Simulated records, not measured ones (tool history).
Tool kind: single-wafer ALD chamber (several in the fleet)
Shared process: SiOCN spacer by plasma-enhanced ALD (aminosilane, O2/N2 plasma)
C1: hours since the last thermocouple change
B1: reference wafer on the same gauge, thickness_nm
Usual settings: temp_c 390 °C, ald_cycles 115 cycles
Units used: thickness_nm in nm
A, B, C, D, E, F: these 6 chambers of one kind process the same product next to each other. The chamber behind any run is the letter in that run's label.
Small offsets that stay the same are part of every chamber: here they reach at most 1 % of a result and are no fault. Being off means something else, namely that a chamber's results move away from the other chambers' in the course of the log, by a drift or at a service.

Run 1E, hour 6.3: usual settings; C1 854.9; B1 7.4924. Result: thickness_nm 6.9503 nm.
Run 2D, hour 12.6: usual settings; C1 800.6; B1 7.4948. Result: thickness_nm 6.9133 nm.
Run 3F, hour 25.4: usual settings; C1 189.6; B1 7.496. Result: thickness_nm 6.9176 nm.
Run 4C, hour 36.1: usual settings; C1 1928; B1 7.4924. Result: thickness_nm 6.8776 nm.
Run 5A, hour 41.9: usual settings; C1 2299.6; B1 7.4916. Result: thickness_nm 6.9551 nm.
Run 6B, hour 53.4: usual settings; C1 553.3; B1 7.4946. Result: thickness_nm 6.9249 nm.
Run 7D, hour 61.6: usual settings; C1 849.6; B1 7.4926. Result: thickness_nm 6.8749 nm.
Run 8E, hour 72.6: usual settings; C1 921.2; B1 7.488. Result: thickness_nm 6.9637 nm.
At hour 80.6: chamber A: thermocouple changed; heater temperature recalibrated.
Run 9F, hour 81.5: usual settings; C1 245.7; B1 7.4985. Result: thickness_nm 6.9071 nm.
Run 10A, hour 87.7: usual settings; C1 7.2; B1 7.4817. Result: thickness_nm 6.9495 nm.
At hour 94.6: chamber D: thermocouple changed; heater temperature recalibrated.
Run 11B, hour 101.1: usual settings; C1 601; B1 7.4895. Result: thickness_nm 6.9005 nm.
Run 12C, hour 110.4: usual settings but temp_c 379 °C, ald_cycles 102 cycles; C1 2002.3; B1 7.4977. Result: thickness_nm 6.1614 nm.
Run 13F, hour 123.5: usual settings but temp_c 379 °C, ald_cycles 102 cycles; C1 287.7; B1 7.4905. Result: thickness_nm 6.1469 nm.
Run 14A, hour 132.9: usual settings but temp_c 379 °C, ald_cycles 102 cycles; C1 52.4; B1 7.4931. Result: thickness_nm 6.1987 nm.
Run 15B, hour 145.8: usual settings but temp_c 379 °C, ald_cycles 102 cycles; C1 645.7; B1 7.4927. Result: thickness_nm 6.1085 nm.
Run 16E, hour 156.8: usual settings but temp_c 379 °C, ald_cycles 102 cycles; C1 1005.4; B1 7.4889. Result: thickness_nm 6.2139 nm.
Run 17C, hour 169.7: usual settings but temp_c 379 °C, ald_cycles 102 cycles; C1 2061.6; B1 7.4937. Result: thickness_nm 6.1397 nm.
Run 18D, hour 178.5: usual settings; C1 84; B1 7.4836. Result: thickness_nm 6.893 nm.
Run 19D, hour 191.8: usual settings; C1 97.3; B1 7.4882. Result: thickness_nm 6.8941 nm.
Run 20B, hour 199.8: usual settings; C1 699.7; B1 7.4898. Result: thickness_nm 6.9604 nm.
Run 21E, hour 211.1: usual settings; C1 1059.7; B1 7.4887. Result: thickness_nm 7.0068 nm.
Run 22A, hour 224.4: usual settings but temp_c 381 °C; C1 143.9; B1 7.484. Result: thickness_nm 6.9823 nm.
Run 23C, hour 233.1: usual settings but temp_c 381 °C; C1 2125; B1 7.4944. Result: thickness_nm 6.9289 nm.
Run 24F, hour 241.5: usual settings but temp_c 381 °C; C1 405.7; B1 7.4884. Result: thickness_nm 6.9052 nm.
Run 25D, hour 251.6: usual settings but temp_c 381 °C; C1 157.1; B1 7.4942. Result: thickness_nm 6.8592 nm.
Run 26A, hour 261.5: usual settings but temp_c 381 °C; C1 181; B1 7.4848. Result: thickness_nm 6.9595 nm.
Run 27B, hour 271.2: usual settings but temp_c 381 °C; C1 771.1; B1 7.49. Result: thickness_nm 6.9042 nm.
Run 28C, hour 283.8: usual settings; C1 2175.7; B1 7.4903. Result: thickness_nm 6.9433 nm.
Run 29F, hour 295.3: usual settings but ald_cycles 93 cycles; C1 459.5; B1 7.4927. Result: thickness_nm 5.5694 nm.
Run 30E, hour 306.3: usual settings but ald_cycles 93 cycles; C1 1154.9; B1 7.4889. Result: thickness_nm 5.6661 nm.
Run 31A, hour 316.7: usual settings but ald_cycles 93 cycles; C1 236.2; B1 7.4944. Result: thickness_nm 5.5793 nm.
Run 32F, hour 323.1: usual settings but ald_cycles 93 cycles; C1 487.3; B1 7.4832. Result: thickness_nm 5.5477 nm.
Run 33E, hour 334.1: usual settings but ald_cycles 93 cycles; C1 1182.7; B1 7.492. Result: thickness_nm 5.6746 nm.
Run 34C, hour 346.8: usual settings but ald_cycles 93 cycles; C1 2238.7; B1 7.4946. Result: thickness_nm 5.6168 nm.
Run 35B, hour 353.1: usual settings; C1 853; B1 7.4908. Result: thickness_nm 6.9176 nm.
Run 36D, hour 360.3: usual settings; C1 265.8; B1 7.4903. Result: thickness_nm 6.8632 nm.
Run 37B, hour 369.2: usual settings; C1 869.1; B1 7.491. Result: thickness_nm 6.9304 nm.
Run 38D, hour 378.2: usual settings but temp_c 377 °C, ald_cycles 131 cycles; C1 283.7; B1 7.4882. Result: thickness_nm 7.8955 nm.
Run 39E, hour 391.2: usual settings but temp_c 377 °C, ald_cycles 131 cycles; C1 1239.8; B1 7.4855. Result: thickness_nm 7.9823 nm.

Which is it: a chamber that has drifted or been left off by a service, a gauge drift common to all chambers, or only each chamber's usual small offset? If a chamber is off, name it and its likeliest cause.

All chambers stay in line apart from their small fixed offsets, and the gauge does not drift.

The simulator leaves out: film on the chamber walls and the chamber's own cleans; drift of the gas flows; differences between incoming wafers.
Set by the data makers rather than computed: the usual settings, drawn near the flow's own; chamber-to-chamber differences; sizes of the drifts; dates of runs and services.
